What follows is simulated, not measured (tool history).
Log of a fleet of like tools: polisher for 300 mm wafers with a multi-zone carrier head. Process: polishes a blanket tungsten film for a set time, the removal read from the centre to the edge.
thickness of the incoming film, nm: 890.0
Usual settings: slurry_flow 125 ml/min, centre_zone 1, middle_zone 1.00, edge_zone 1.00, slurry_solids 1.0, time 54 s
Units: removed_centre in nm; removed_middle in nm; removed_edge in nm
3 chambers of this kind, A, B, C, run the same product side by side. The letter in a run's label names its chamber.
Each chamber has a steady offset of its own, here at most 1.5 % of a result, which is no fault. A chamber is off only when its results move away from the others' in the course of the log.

run   hour  slurry_flow  centre_zone  middle_zone  edge_zone  slurry_solids  time  removed_centre  removed_middle  removed_edge
 1A    6.8          125            1         1.00       1.00            1.0    54          340.54          336.26        341.91
      10.4  -- chamber A: slurry nozzle cleaned
 2B   15.6          125            1         1.00       1.00            1.0    54          335.20          340.53        341.77
      26.3  -- chamber A: worn pad replaced by a new one
 3C   29.8          125            1         1.00       1.00            1.0    54          340.40          337.07        341.83
 4C   44.4          125            1         1.00       1.00            1.0    54          342.59          334.66        341.33
 5A   57.4          125            1         1.00       1.00            1.0    54          341.88          335.51        348.97
 6B   67.5          125            1         1.00       1.00            1.0    54          332.91          337.14        342.89
 7B   80.2          125            1         1.00       1.00            1.0    54          341.49          341.36        346.11
 8C   91.2          125            1         1.00       1.08            1.1    54          344.23          339.98        357.04
 9A  102.7          125            1         1.00       1.08            1.1    54          352.52          348.67        366.20
10B  112.9          125            1         1.00       1.08            1.1    54          345.07          345.31        367.75
     124.9  -- chamber A: worn pad replaced by a new one
11C  125.1          170            1         0.90       1.00            1.0    54          355.03          319.05        349.56
12A  134.9          170            1         0.90       1.00            1.0    54          363.37          330.97        355.20
     140.9  -- chamber B: worn pad replaced by a new one
13C  149.4          170            1         0.90       1.00            1.0    54          354.55          314.89        339.01
14A  161.9          125            1         1.00       1.00            1.0    54          340.56          341.25        338.60
15B  171.6          125            1         1.00       1.00            1.0    54          334.34          339.83        345.70
16B  184.3          125            1         1.00       1.00            1.0    54          337.20          341.56        337.57
17A  194.7          125            1         1.00       1.00            1.0    54          336.53          336.58        338.06
18C  205.0          125            1         1.00       1.00            1.0    36          219.24          212.58        215.92
19B  218.6          125            1         1.00       1.00            1.0    36          225.63          227.84        230.60
     221.7  -- chamber A: worn pad replaced by a new one
20C  228.2          125            1         1.00       1.00            1.0    36          217.09          213.34        213.68
21A  242.2          125            1         1.00       1.00            1.0    54          338.63          337.59        330.88
22B  249.7          125            1         1.00       1.00            1.0    54          333.96          340.47        341.55
23A  256.4          125            1         1.00       1.00            1.0    54          342.06          340.14        336.51
24C  271.1          125            1         1.00       1.00            1.0    54          318.20          311.25        316.82
     277.5  -- chamber B: worn pad replaced by a new one
25C  284.6          125            1         1.00       1.00            1.0    54          321.82          311.98        322.60
     295.3  -- chamber A: centre zone pressure recalibrated
26B  295.4          125            1         1.00       1.00            1.0    54          337.28          340.88        346.42
     299.1  -- chamber A: slurry nozzle cleaned
27A  302.3          125            1         1.00       1.00            1.0    54          335.02          337.58        342.25
     304.2  -- chamber B: slurry nozzle cleaned
     305.3  -- chamber A: worn pad replaced by a new one
28B  313.2          125            1         1.00       1.00            1.0    54          336.89          340.25        337.66
29C  327.2          125            1         1.00       1.00            1.0    54          319.48          307.63        318.30
30A  338.7          125            1         0.89       1.00            1.0    54          344.13          304.05        341.44
31B  348.4          125            1         0.89       1.00            1.0    54          333.90          304.13        337.22
32C  356.4          125            1         0.89       1.00            1.0    54          312.68          278.73        318.70
33A  365.0          125            1         1.00       1.00            1.0    54          336.50          339.03        341.61
34B  374.1          125            1         1.00       1.00            1.0    54          335.27          338.60        341.76
35A  386.0          125            1         1.00       1.00            1.0    54          334.90          337.32        351.50
36C  399.4          125            1         1.00       1.00            1.0    54          309.34          300.39        307.18

Is one chamber off against the others, does the gauge drift, or is nothing wrong? If a chamber is off, say which, and what the likeliest cause is.

Chamber C drifts away from the others.
Cause: removal rate lost through wear of the pad, % = 10.
The log may not tell that from: slurry flow missing at the pad, %.

Here are 4 candidates for chamber C's next run, each the usual settings with a change, their results left as question marks. Which one brings its results back in line with what the others give on the usual settings?
In line means no further than this from the other chambers' mean on the usual settings: removed_centre 9.90 nm; removed_middle 7.90 nm; removed_edge 14.00 nm
37C-1  409.9          125         0.99         1.01       1.00            1.0    60               ?               ?             ?
37C-2  409.9          125         1.01         0.98       1.00            1.0    49               ?               ?             ?
37C-3  409.9          125         1.01         1.00       1.00            1.0    51               ?               ?             ?
37C-4  409.9          125         0.99         1.00       1.00            1.0    57               ?               ?             ?

The other chambers' mean on the usual settings: removed_centre 336.71 nm; removed_middle 338.75 nm; removed_edge 340.31 nm
  run  removed_centre  removed_middle  removed_edge
37C-1          336.67          339.65        341.60
37C-2          280.88          269.81        279.09
37C-3          292.39          286.06        290.40
37C-4          319.82          319.75        324.56
37C-1 brings the chamber back in line.

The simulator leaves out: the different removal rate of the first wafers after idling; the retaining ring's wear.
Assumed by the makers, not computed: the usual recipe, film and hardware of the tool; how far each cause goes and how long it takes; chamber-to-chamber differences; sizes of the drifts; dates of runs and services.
